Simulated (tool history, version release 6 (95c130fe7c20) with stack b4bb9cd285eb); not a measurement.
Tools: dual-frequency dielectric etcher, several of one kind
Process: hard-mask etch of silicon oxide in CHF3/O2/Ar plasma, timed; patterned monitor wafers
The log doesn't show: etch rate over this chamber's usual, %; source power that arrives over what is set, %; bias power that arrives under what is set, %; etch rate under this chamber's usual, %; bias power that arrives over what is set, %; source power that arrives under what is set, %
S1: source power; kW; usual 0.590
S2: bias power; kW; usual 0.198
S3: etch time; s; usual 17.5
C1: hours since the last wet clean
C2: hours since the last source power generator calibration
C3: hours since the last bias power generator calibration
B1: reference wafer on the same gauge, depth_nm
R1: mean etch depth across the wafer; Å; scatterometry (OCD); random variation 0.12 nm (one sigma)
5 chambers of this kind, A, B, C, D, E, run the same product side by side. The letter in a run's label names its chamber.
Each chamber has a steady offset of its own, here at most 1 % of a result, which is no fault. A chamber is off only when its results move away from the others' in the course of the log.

run     day     S1     S2    S3     C1      C2      C3      B1      R1
 1A   0.204  0.590  0.198  17.5   31.4  1407.8  1534.5  40.093  355.48
 2D   0.629  0.590  0.198  17.5  150.7  1658.0   494.4  40.065  354.66
      0.692  -- chamber B: bias power generator calibrated
 3C   0.908  0.590  0.198  17.5  278.4   287.5   157.2  40.105  355.63
 4B   1.171  0.590  0.198  17.5  534.6   520.1    11.6  40.119  352.60
 5E   1.467  0.590  0.198  17.5  227.7   111.5  4297.0  40.110  356.27
 6A   1.742  0.590  0.198  17.5   68.3  1444.7  1571.4  40.139  355.81
 7E   2.067  0.590  0.198  17.5  242.1   125.9  4311.4  40.112  356.04
 8B   2.358  0.590  0.198  17.5  563.1   548.6    40.1  40.100  355.15
 9D   2.688  0.590  0.198  17.5  200.1  1707.4   543.8  40.055  354.82
10C   2.975  0.590  0.198  17.5  328.0   337.1   206.8  40.127  357.23
11D   3.279  0.590  0.198  17.5  214.3  1721.6   558.0  40.089  356.85
12B   3.483  0.590  0.221  17.5  590.1   575.6    67.1  40.096  368.95
13C   3.862  0.590  0.221  17.5  349.3   358.4   228.1  40.092  367.57
      4.208  -- chamber B: wet clean of the chamber
14E   4.262  0.590  0.221  17.5  294.8   178.6  4364.1  40.104  368.70
15A   4.654  0.590  0.221  17.5  138.2  1514.6  1641.3  40.107  370.17
16B   5.042  0.590  0.221  17.5   20.1   613.0   104.5  40.112  362.04
17D   5.412  0.590  0.198  17.5  265.5  1772.8   609.2  40.114  356.77
18E   5.775  0.590  0.198  17.5  331.1   214.9  4400.4  40.117  354.86
19C   5.988  0.590  0.198  17.5  400.3   409.4   279.1  40.113  356.31
20A   6.371  0.590  0.198  17.5  179.4  1555.8  1682.5  40.100  359.22
21A   6.638  0.590  0.198  17.5  185.8  1562.2  1688.9  40.131  358.23
22D   6.942  0.590  0.198  17.5  302.2  1809.5   645.9  40.093  357.23
23B   7.125  0.590  0.198  17.5   70.1   663.0   154.5  40.081  346.95
24E   7.392  0.590  0.198  17.5  369.9   253.7  4439.2  40.126  355.59
25C   7.762  0.590  0.220  17.5  442.9   452.0   321.7  40.108  369.04
26C   7.983  0.590  0.220  17.5  448.2   457.3   327.0  40.091  371.10
27E   8.212  0.590  0.220  17.5  389.6   273.4  4458.9  40.109  368.97
28D   8.517  0.590  0.220  17.5  340.0  1847.3   683.7  40.119  367.12
29A   8.842  0.590  0.220  17.5  238.7  1615.1  1741.8  40.064  368.60
      8.875  -- chamber C: wet clean of the chamber
30B   9.025  0.590  0.198  17.5  115.7   708.6   200.1  40.085  346.10
31C   9.321  0.590  0.198  17.5   10.7   489.4   359.1  40.125  355.93
32D   9.621  0.590  0.198  17.5  366.5  1873.8   710.2  40.099  354.47
33E   9.938  0.590  0.198  17.5  431.0   314.8  4500.3  40.070  356.51
34A  10.283  0.590  0.198  17.5  273.3  1649.7  1776.4  40.073  358.13
     10.383  -- chamber D: wet clean of the chamber
35B  10.658  0.590  0.198  17.5  154.9   747.8   239.3  40.085  347.46
36D  11.012  0.590  0.198  17.5   15.2  1907.2   743.6  40.128  356.02
37E  11.396  0.590  0.198  17.5  466.0   349.8  4535.3  40.086  356.53
38C  11.608  0.590  0.198  17.5   65.6   544.3   414.0  40.106  356.08

What goes on in this fleet: one chamber off, a drifting gauge, or nothing beyond the chambers' own small offsets? Name the chamber and the cause, if any.

A service left chamber B off against the others.
Cause: etch rate under this chamber's usual, % = 2.28.

Here are 4 candidates for chamber B's next run, each the usual settings with a change, their results left as question marks. Which one brings its results back in line with what the others give on the usual settings?
In line means no further than this from the other chambers' mean on the usual settings: R1 4.10 Å
39B-1  11.912  0.590  0.197  17.0                   ?
39B-2  11.912  0.590  0.202  17.5                   ?
39B-3  11.912  0.580  0.198  17.5                   ?
39B-4  11.912  0.590  0.214  17.5                   ?

The other chambers' mean on the usual settings: R1 356.08 Å
  run      R1
39B-1  336.37
39B-2  349.30
39B-3  344.65
39B-4  356.45
39B-4 brings the chamber back in line.

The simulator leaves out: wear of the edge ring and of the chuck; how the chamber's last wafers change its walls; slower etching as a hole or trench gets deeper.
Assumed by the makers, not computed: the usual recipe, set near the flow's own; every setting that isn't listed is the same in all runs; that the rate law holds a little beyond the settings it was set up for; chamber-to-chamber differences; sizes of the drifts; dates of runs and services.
